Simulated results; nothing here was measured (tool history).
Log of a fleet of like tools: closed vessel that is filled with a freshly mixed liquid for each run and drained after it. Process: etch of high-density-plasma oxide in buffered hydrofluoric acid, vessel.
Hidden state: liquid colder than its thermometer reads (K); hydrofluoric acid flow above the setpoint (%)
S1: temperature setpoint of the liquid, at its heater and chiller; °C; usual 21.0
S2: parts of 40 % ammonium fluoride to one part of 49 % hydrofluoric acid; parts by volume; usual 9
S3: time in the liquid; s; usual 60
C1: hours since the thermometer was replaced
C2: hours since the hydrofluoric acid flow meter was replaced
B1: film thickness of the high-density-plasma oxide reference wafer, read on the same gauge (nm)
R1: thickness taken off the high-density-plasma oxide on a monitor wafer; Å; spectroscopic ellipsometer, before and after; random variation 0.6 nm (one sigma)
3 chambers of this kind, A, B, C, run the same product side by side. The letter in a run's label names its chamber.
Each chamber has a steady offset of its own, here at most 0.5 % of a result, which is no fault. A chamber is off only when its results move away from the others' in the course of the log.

{"run": "1B", "hour": 8.3, "S1": 21.0, "S2": 9, "S3": 60, "C1": 1108.5, "C2": 567.4, "B1": 90.011, "R1": 676.76}
{"run": "2A", "hour": 16.3, "S1": 21.0, "S2": 9, "S3": 60, "C1": 282.4, "C2": 346.1, "B1": 90.047, "R1": 675.32}
{"run": "3C", "hour": 24.5, "S1": 21.0, "S2": 9, "S3": 60, "C1": 1536.7, "C2": 964.1, "B1": 90.002, "R1": 676.7}
{"run": "4B", "hour": 33.1, "S1": 21.0, "S2": 9, "S3": 60, "C1": 1133.3, "C2": 592.2, "B1": 89.994, "R1": 675.86}
{"run": "5A", "hour": 47.1, "S1": 17.5, "S2": 9, "S3": 60, "C1": 313.2, "C2": 376.9, "B1": 90.005, "R1": 560.08}
{"run": "6C", "hour": 60.9, "S1": 17.5, "S2": 9, "S3": 60, "C1": 1573.1, "C2": 1000.5, "B1": 89.995, "R1": 552.67}
{"run": "7C", "hour": 76.1, "S1": 17.5, "S2": 9, "S3": 60, "C1": 1588.3, "C2": 1015.7, "B1": 89.993, "R1": 542.9}
{"run": "8B", "hour": 91.3, "S1": 25.0, "S2": 9, "S3": 60, "C1": 1191.5, "C2": 650.4, "B1": 90.023, "R1": 825.78}
{"run": "9A", "hour": 102.0, "S1": 25.0, "S2": 9, "S3": 60, "C1": 368.1, "C2": 431.8, "B1": 90.003, "R1": 841.37}
{"run": "10C", "hour": 112.3, "S1": 25.0, "S2": 9, "S3": 60, "C1": 1624.5, "C2": 1051.9, "B1": 90.003, "R1": 832.32}
{"run": "11A", "hour": 123.5, "S1": 21.0, "S2": 9, "S3": 60, "C1": 389.6, "C2": 453.3, "B1": 89.994, "R1": 667.09}
{"run": "12B", "hour": 138.6, "S1": 21.0, "S2": 9, "S3": 60, "C1": 1238.8, "C2": 697.7, "B1": 90.013, "R1": 674.26}
{"hour": 148.4, "done": "chamber C: hydrofluoric acid flow meter replaced"}
{"run": "13B", "hour": 154.2, "S1": 21.0, "S2": 9, "S3": 60, "C1": 1254.4, "C2": 713.3, "B1": 90.006, "R1": 666.01}
{"run": "14A", "hour": 167.7, "S1": 21.0, "S2": 9, "S3": 60, "C1": 433.8, "C2": 497.5, "B1": 90.006, "R1": 681.46}
{"hour": 177.0, "done": "chamber A: thermometer replaced"}
{"run": "15C", "hour": 182.0, "S1": 21.0, "S2": 9, "S3": 60, "C1": 1694.2, "C2": 33.7, "B1": 89.991, "R1": 677.36}
{"run": "16C", "hour": 190.2, "S1": 21.0, "S2": 9, "S3": 60, "C1": 1702.4, "C2": 41.9, "B1": 89.974, "R1": 670.41}
{"run": "17A", "hour": 203.0, "S1": 21.0, "S2": 9, "S3": 60, "C1": 26.0, "C2": 532.8, "B1": 89.986, "R1": 691.37}
{"run": "18B", "hour": 211.6, "S1": 21.0, "S2": 9, "S3": 60, "C1": 1311.8, "C2": 770.7, "B1": 89.929, "R1": 688.2}
{"run": "19A", "hour": 226.4, "S1": 21.0, "S2": 9, "S3": 80, "C1": 49.4, "C2": 556.2, "B1": 90.015, "R1": 933.83}
{"run": "20C", "hour": 239.7, "S1": 21.0, "S2": 9, "S3": 80, "C1": 1751.9, "C2": 91.4, "B1": 90.016, "R1": 892.8}
{"run": "21B", "hour": 248.9, "S1": 21.0, "S2": 9, "S3": 80, "C1": 1349.1, "C2": 808.0, "B1": 89.947, "R1": 902.75}
{"run": "22A", "hour": 258.5, "S1": 21.0, "S2": 9, "S3": 60, "C1": 81.5, "C2": 588.3, "B1": 90.026, "R1": 707.56}
{"run": "23B", "hour": 271.4, "S1": 21.0, "S2": 9, "S3": 60, "C1": 1371.6, "C2": 830.5, "B1": 90.008, "R1": 682.99}
{"run": "24C", "hour": 284.4, "S1": 21.0, "S2": 9, "S3": 60, "C1": 1796.6, "C2": 136.1, "B1": 89.94, "R1": 680.06}
{"run": "25B", "hour": 296.6, "S1": 21.0, "S2": 9, "S3": 60, "C1": 1396.8, "C2": 855.7, "B1": 90.017, "R1": 673.54}
{"run": "26A", "hour": 306.2, "S1": 21.0, "S2": 9, "S3": 60, "C1": 129.2, "C2": 636.0, "B1": 89.992, "R1": 712.65}

Next, every chamber runs the same settings. What will each give?
{"run": "27A", "hour": 317.9, "S1": 21.0, "S2": 9, "S3": 60, "R1": "?"}
{"run": "27B", "hour": 317.9, "S1": 21.0, "S2": 9, "S3": 60, "R1": "?"}
{"run": "27C", "hour": 317.9, "S1": 21.0, "S2": 9, "S3": 60, "R1": "?"}

run=27A R1=720.45
run=27B R1=668.33
run=27C R1=669.53
